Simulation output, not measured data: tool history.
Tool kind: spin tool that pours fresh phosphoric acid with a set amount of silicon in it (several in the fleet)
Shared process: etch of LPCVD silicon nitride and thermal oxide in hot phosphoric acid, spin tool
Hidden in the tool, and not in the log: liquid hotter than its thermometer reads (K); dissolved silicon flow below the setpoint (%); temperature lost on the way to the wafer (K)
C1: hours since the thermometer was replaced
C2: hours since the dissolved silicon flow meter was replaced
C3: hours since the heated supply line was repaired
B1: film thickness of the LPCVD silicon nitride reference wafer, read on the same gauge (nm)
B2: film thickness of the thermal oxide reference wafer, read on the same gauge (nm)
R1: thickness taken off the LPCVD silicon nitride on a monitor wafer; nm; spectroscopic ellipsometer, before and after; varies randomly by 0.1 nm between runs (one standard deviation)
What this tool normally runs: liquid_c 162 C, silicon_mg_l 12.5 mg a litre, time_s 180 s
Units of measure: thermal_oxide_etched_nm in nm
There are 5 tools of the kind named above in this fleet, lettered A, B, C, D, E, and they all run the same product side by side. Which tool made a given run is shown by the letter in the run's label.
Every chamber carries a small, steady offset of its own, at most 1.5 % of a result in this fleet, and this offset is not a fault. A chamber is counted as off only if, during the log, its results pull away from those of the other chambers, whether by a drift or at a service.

At hour 2.4: chamber C: thermometer replaced.
Run 1A, hour 3.7: usual settings; C1 1675.5; C2 626.2; C3 1145.8; B1 49.992; B2 79.976. Result: R1 17.645 nm, thermal_oxide_etched_nm 0.46392 nm.
Run 2C, hour 7: usual settings; C1 4.6; C2 109.6; C3 1874.1; B1 50.007; B2 79.99. Result: R1 17.581 nm, thermal_oxide_etched_nm 0.38624 nm.
Run 3E, hour 11.1: usual settings; C1 413.4; C2 694.2; C3 1772.1; B1 49.997; B2 80.006. Result: R1 17.421 nm, thermal_oxide_etched_nm 0.47591 nm.
Run 4B, hour 16.6: usual settings; C1 1325.5; C2 1361.8; C3 1394.8; B1 49.989; B2 80.038. Result: R1 17.433 nm, thermal_oxide_etched_nm 0.41256 nm.
Run 5D, hour 22.2: usual settings; C1 547.1; C2 888.4; C3 360.1; B1 49.993; B2 79.992. Result: R1 17.301 nm, thermal_oxide_etched_nm 0.44557 nm.
Run 6B, hour 24.7: usual settings; C1 1333.6; C2 1369.9; C3 1402.9; B1 49.997; B2 80.026. Result: R1 17.352 nm, thermal_oxide_etched_nm 0.42613 nm.
At hour 25: chamber A: thermometer replaced.
Run 7E, hour 30.3: usual settings but silicon_mg_l 3.5 mg a litre, time_s 265 s; C1 432.6; C2 713.4; C3 1791.3; B1 50.002; B2 79.966. Result: R1 25.572 nm, thermal_oxide_etched_nm 0.75209 nm.
Run 8D, hour 33.9: usual settings but silicon_mg_l 3.5 mg a litre, time_s 265 s; C1 558.8; C2 900.1; C3 371.8; B1 50.018; B2 80. Result: R1 25.304 nm, thermal_oxide_etched_nm 0.75903 nm.
Run 9C, hour 39.2: usual settings but silicon_mg_l 3.5 mg a litre, time_s 265 s; C1 36.8; C2 141.8; C3 1906.3; B1 50.016; B2 79.984. Result: R1 25.81 nm, thermal_oxide_etched_nm 0.70796 nm.
Run 10A, hour 44.3: usual settings but silicon_mg_l 3.5 mg a litre, time_s 265 s; C1 19.4; C2 666.8; C3 1186.4; B1 50.008; B2 79.968. Result: R1 25.648 nm, thermal_oxide_etched_nm 0.82699 nm.
Run 11B, hour 47.6: usual settings but silicon_mg_l 3.5 mg a litre, time_s 265 s; C1 1356.5; C2 1392.8; C3 1425.8; B1 50.002; B2 79.983. Result: R1 25.456 nm, thermal_oxide_etched_nm 0.85566 nm.
Run 12D, hour 51: usual settings but liquid_c 163 C; C1 575.9; C2 917.2; C3 388.9; B1 50.01; B2 80.005. Result: R1 17.832 nm, thermal_oxide_etched_nm 0.44767 nm.
Run 13C, hour 53.9: usual settings but liquid_c 163 C; C1 51.5; C2 156.5; C3 1921; B1 49.984; B2 80.012. Result: R1 18.126 nm, thermal_oxide_etched_nm 0.41596 nm.
Run 14E, hour 56.8: usual settings but liquid_c 163 C; C1 459.1; C2 739.9; C3 1817.8; B1 49.988; B2 79.94. Result: R1 17.965 nm, thermal_oxide_etched_nm 0.48035 nm.
Run 15A, hour 60.8: usual settings but liquid_c 163 C; C1 35.9; C2 683.3; C3 1202.9; B1 49.988; B2 80.022. Result: R1 18.176 nm, thermal_oxide_etched_nm 0.44607 nm.
Run 16D, hour 66.5: usual settings but liquid_c 163 C; C1 591.4; C2 932.7; C3 404.4; B1 50.001; B2 79.99. Result: R1 17.735 nm, thermal_oxide_etched_nm 0.48277 nm.
Run 17E, hour 71.1: usual settings but time_s 245 s; C1 473.4; C2 754.2; C3 1832.1; B1 49.997; B2 79.99. Result: R1 23.736 nm, thermal_oxide_etched_nm 0.6019 nm.
Run 18B, hour 74.1: usual settings but time_s 245 s; C1 1383; C2 1419.3; C3 1452.3; B1 50.01; B2 80.027. Result: R1 24.021 nm, thermal_oxide_etched_nm 0.55696 nm.
Run 19A, hour 79.6: usual settings but time_s 245 s; C1 54.7; C2 702.1; C3 1221.7; B1 50.01; B2 79.956. Result: R1 23.592 nm, thermal_oxide_etched_nm 0.55519 nm.
Run 20C, hour 85.2: usual settings but time_s 245 s; C1 82.8; C2 187.8; C3 1952.3; B1 49.985; B2 80.016. Result: R1 23.993 nm, thermal_oxide_etched_nm 0.58131 nm.
Run 21D, hour 88.8: usual settings but time_s 245 s; C1 613.7; C2 955; C3 426.7; B1 49.986; B2 79.969. Result: R1 23.477 nm, thermal_oxide_etched_nm 0.59653 nm.
Run 22B, hour 91.5: usual settings; C1 1400.4; C2 1436.7; C3 1469.7; B1 49.993; B2 80.03. Result: R1 17.523 nm, thermal_oxide_etched_nm 0.41232 nm.
Run 23C, hour 96.8: usual settings; C1 94.4; C2 199.4; C3 1963.9; B1 49.981; B2 79.993. Result: R1 17.212 nm, thermal_oxide_etched_nm 0.4562 nm.
Run 24E, hour 101.3: usual settings; C1 503.6; C2 784.4; C3 1862.3; B1 49.995; B2 79.999. Result: R1 17.064 nm, thermal_oxide_etched_nm 0.43595 nm.
Run 25A, hour 104.3: usual settings; C1 79.4; C2 726.8; C3 1246.4; B1 49.992; B2 79.984. Result: R1 17.514 nm, thermal_oxide_etched_nm 0.45658 nm.
Run 26D, hour 109.6: usual settings; C1 634.5; C2 975.8; C3 447.5; B1 50.001; B2 79.965. Result: R1 17.414 nm, thermal_oxide_etched_nm 0.43692 nm.
Run 27E, hour 114.6: usual settings; C1 516.9; C2 797.7; C3 1875.6; B1 50.006; B2 79.981. Result: R1 17.065 nm, thermal_oxide_etched_nm 0.4007 nm.
Run 28A, hour 120.3: usual settings; C1 95.4; C2 742.8; C3 1262.4; B1 49.999; B2 79.962. Result: R1 17.58 nm, thermal_oxide_etched_nm 0.46996 nm.
Run 29C, hour 125.8: usual settings; C1 123.4; C2 228.4; C3 1992.9; B1 50.002; B2 79.99. Result: R1 17.364 nm, thermal_oxide_etched_nm 0.41327 nm.
Run 30B, hour 129.5: usual settings; C1 1438.4; C2 1474.7; C3 1507.7; B1 49.991; B2 79.989. Result: R1 17.642 nm, thermal_oxide_etched_nm 0.44295 nm.
Run 31A, hour 134.6: usual settings; C1 109.7; C2 757.1; C3 1276.7; B1 50.026; B2 80.027. Result: R1 17.579 nm, thermal_oxide_etched_nm 0.42629 nm.
Run 32E, hour 138.2: usual settings; C1 540.5; C2 821.3; C3 1899.2; B1 49.983; B2 79.954. Result: R1 16.98 nm, thermal_oxide_etched_nm 0.38345 nm.
Run 33D, hour 142.2: usual settings; C1 667.1; C2 1008.4; C3 480.1; B1 50; B2 79.956. Result: R1 17.324 nm, thermal_oxide_etched_nm 0.4181 nm.
Run 34B, hour 144.6: usual settings but liquid_c 163.5 C; C1 1453.5; C2 1489.8; C3 1522.8; B1 49.988; B2 80.068. Result: R1 18.135 nm, thermal_oxide_etched_nm 0.50169 nm.

Decide between three cases: one chamber stands off from its peers, the gauge reading all wafers drifts, or nothing is wrong past each chamber's small offset. Where a chamber is off, say which and what most likely put it there.

One chamber, E, drifts off from the rest bit by bit.
Cause: temperature lost on the way to the wafer (K) = 1.15.
It could be hard to tell apart here from: liquid colder than its thermometer reads (K).

Which of the 4 candidates below, each the usual settings with something changed and its results left as question marks, puts chamber E back in line with what the other chambers give on the usual settings?
Maximum distance from the other chambers' mean on the usual settings for a result to count as in line: R1 0.37 nm; thermal_oxide_etched_nm 0.092 nm
Run 35E-1, hour 148.7: usual settings but liquid_c 161.5 C, silicon_mg_l 14 mg a litre, time_s 175 s. Result: R1 ?, thermal_oxide_etched_nm ?.
Run 35E-2, hour 148.7: usual settings but liquid_c 162.5 C, silicon_mg_l 10 mg a litre, time_s 190 s. Result: R1 ?, thermal_oxide_etched_nm ?.
Run 35E-3, hour 148.7: usual settings but liquid_c 162.5 C, silicon_mg_l 11 mg a litre, time_s 185 s. Result: R1 ?, thermal_oxide_etched_nm ?.
Run 35E-4, hour 148.7: usual settings but liquid_c 161.5 C, silicon_mg_l 15 mg a litre, time_s 170 s. Result: R1 ?, thermal_oxide_etched_nm ?.

Other chambers, usual settings, mean: R1 17.437 nm; thermal_oxide_etched_nm 0.42828 nm
  run      R1  thermal_oxide_etched_nm
35E-1  16.068                  0.35788
35E-2  18.044                  0.45945
35E-3   17.57                  0.43742
35E-4  15.609                  0.33917
The answer is 35E-3, which returns the chamber to within the allowed miss of the others.
